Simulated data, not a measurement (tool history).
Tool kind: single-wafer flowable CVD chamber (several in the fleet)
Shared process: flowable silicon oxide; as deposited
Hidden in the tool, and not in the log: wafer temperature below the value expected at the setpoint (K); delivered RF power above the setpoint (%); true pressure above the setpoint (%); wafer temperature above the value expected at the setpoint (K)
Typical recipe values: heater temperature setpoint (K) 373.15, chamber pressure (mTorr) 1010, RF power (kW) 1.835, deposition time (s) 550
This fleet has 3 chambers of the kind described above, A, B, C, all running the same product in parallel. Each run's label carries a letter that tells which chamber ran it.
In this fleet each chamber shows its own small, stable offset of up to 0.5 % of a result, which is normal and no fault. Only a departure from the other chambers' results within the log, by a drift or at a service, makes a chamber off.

| run | hour | heater temperature setpoint (K) | chamber pressure (mTorr) | RF power (kW) | deposition time (s) | hours since the last thermocouple change | hours since the last RF generator calibration | hours since the last manometer calibration | read-back reference wafer on the same gauge, thickness_nm | mean film thickness on the monitor wafer (Å) |
|---|---|---|---|---|---|---|---|---|---|---|
| 1B | 7.6 | 373.15 | 1010 | 1.835 | 550 | 1189.2 | 162.8 | 145.1 | 398.28 | 4409 |
| 2A | 16.1 | 373.15 | 1010 | 1.835 | 550 | 1799.6 | 1225.4 | 609.1 | 398.3 | 4369.6 |
| 3C | 25.4 | 373.15 | 1010 | 1.835 | 550 | 1038.5 | 676.4 | 154.4 | 397.81 | 4404.8 |
|  | 25.6 | chamber A: RF generator calibrated |
| 4A | 40.3 | 373.15 | 1010 | 1.835 | 550 | 1823.8 | 14.7 | 633.3 | 398.95 | 4382.6 |
| 5C | 48.2 | 373.15 | 1010 | 1.835 | 550 | 1061.3 | 699.2 | 177.2 | 397.75 | 4394.9 |
| 6B | 62.8 | 373.15 | 1010 | 1.835 | 550 | 1244.4 | 218 | 200.3 | 397.5 | 4435.5 |
| 7B | 73.2 | 373.15 | 1010 | 1.835 | 550 | 1254.8 | 228.4 | 210.7 | 397.84 | 4448.7 |
| 8A | 80.2 | 373.15 | 850 | 2.035 | 550 | 1863.7 | 54.6 | 673.2 | 397.65 | 3623.4 |
| 9C | 89.6 | 373.15 | 850 | 2.035 | 550 | 1102.7 | 740.6 | 218.6 | 398.13 | 3651.7 |
| 10B | 99.1 | 373.15 | 850 | 2.035 | 550 | 1280.7 | 254.3 | 236.6 | 398.21 | 3698.6 |
| 11A | 108.8 | 373.15 | 1010 | 1.67 | 550 | 1892.3 | 83.2 | 701.8 | 397.71 | 4247.8 |
| 12C | 118.9 | 373.15 | 1010 | 1.67 | 550 | 1132 | 769.9 | 247.9 | 397.9 | 4263.3 |
| 13A | 130.8 | 373.15 | 1010 | 1.67 | 550 | 1914.3 | 105.2 | 723.8 | 398.08 | 4251.4 |
| 14C | 139.7 | 373.15 | 1010 | 1.835 | 550 | 1152.8 | 790.7 | 268.7 | 398.09 | 4376.4 |
| 15B | 153 | 373.15 | 1010 | 1.835 | 550 | 1334.6 | 308.2 | 290.5 | 398.58 | 4529.6 |
| 16B | 165.3 | 373.15 | 1010 | 1.835 | 550 | 1346.9 | 320.5 | 302.8 | 397.93 | 4508.8 |
| 17A | 173.3 | 373.15 | 1010 | 1.835 | 550 | 1956.8 | 147.7 | 766.3 | 397.63 | 4405.8 |
| 18C | 182.7 | 373.15 | 1010 | 1.835 | 550 | 1195.8 | 833.7 | 311.7 | 397.98 | 4385.6 |
| 19A | 192.1 | 364.15 | 1010 | 1.595 | 550 | 1975.6 | 166.5 | 785.1 | 398.38 | 5693.8 |
| 20C | 206.1 | 364.15 | 1010 | 1.595 | 550 | 1219.2 | 857.1 | 335.1 | 398.01 | 5658 |
| 21B | 219.5 | 364.15 | 1010 | 1.595 | 550 | 1401.1 | 374.7 | 357 | 398.48 | 5911.3 |

What goes on in this fleet: one chamber off, a drifting gauge, or nothing beyond the chambers' own small offsets? Name the chamber and the cause, if any.

One chamber, B, drifts off from the rest bit by bit.
Cause: wafer temperature below the value expected at the setpoint (K) = 1.19.
It could be hard to tell apart here from: true pressure above the setpoint (%).

Which of the 4 candidates below, each the usual settings with something changed and its results left as question marks, puts chamber B back in line with what the other chambers give on the usual settings?
Maximum distance from the other chambers' mean on the usual settings for a result to count as in line: mean film thickness on the monitor wafer (Å) 81
| 22B-1 | 230.2 | 372.15 | 1020 | 1.835 | 553 |  |  |  |  | ? |
| 22B-2 | 230.2 | 371.15 | 1030 | 1.84 | 555 |  |  |  |  | ? |
| 22B-3 | 230.2 | 373.15 | 980 | 1.83 | 543 |  |  |  |  | ? |
| 22B-4 | 230.2 | 373.15 | 960 | 1.835 | 534 |  |  |  |  | ? |

Other chambers, usual settings, mean: mean film thickness on the monitor wafer (Å) 4382.2
| run | mean film thickness on the monitor wafer (Å) |
|---|---|
| 22B-1 | 4822.2 |
| 22B-2 | 5063.8 |
| 22B-3 | 4362.5 |
| 22B-4 | 4186.3 |
The answer is 22B-3, which returns the chamber to within the allowed miss of the others.
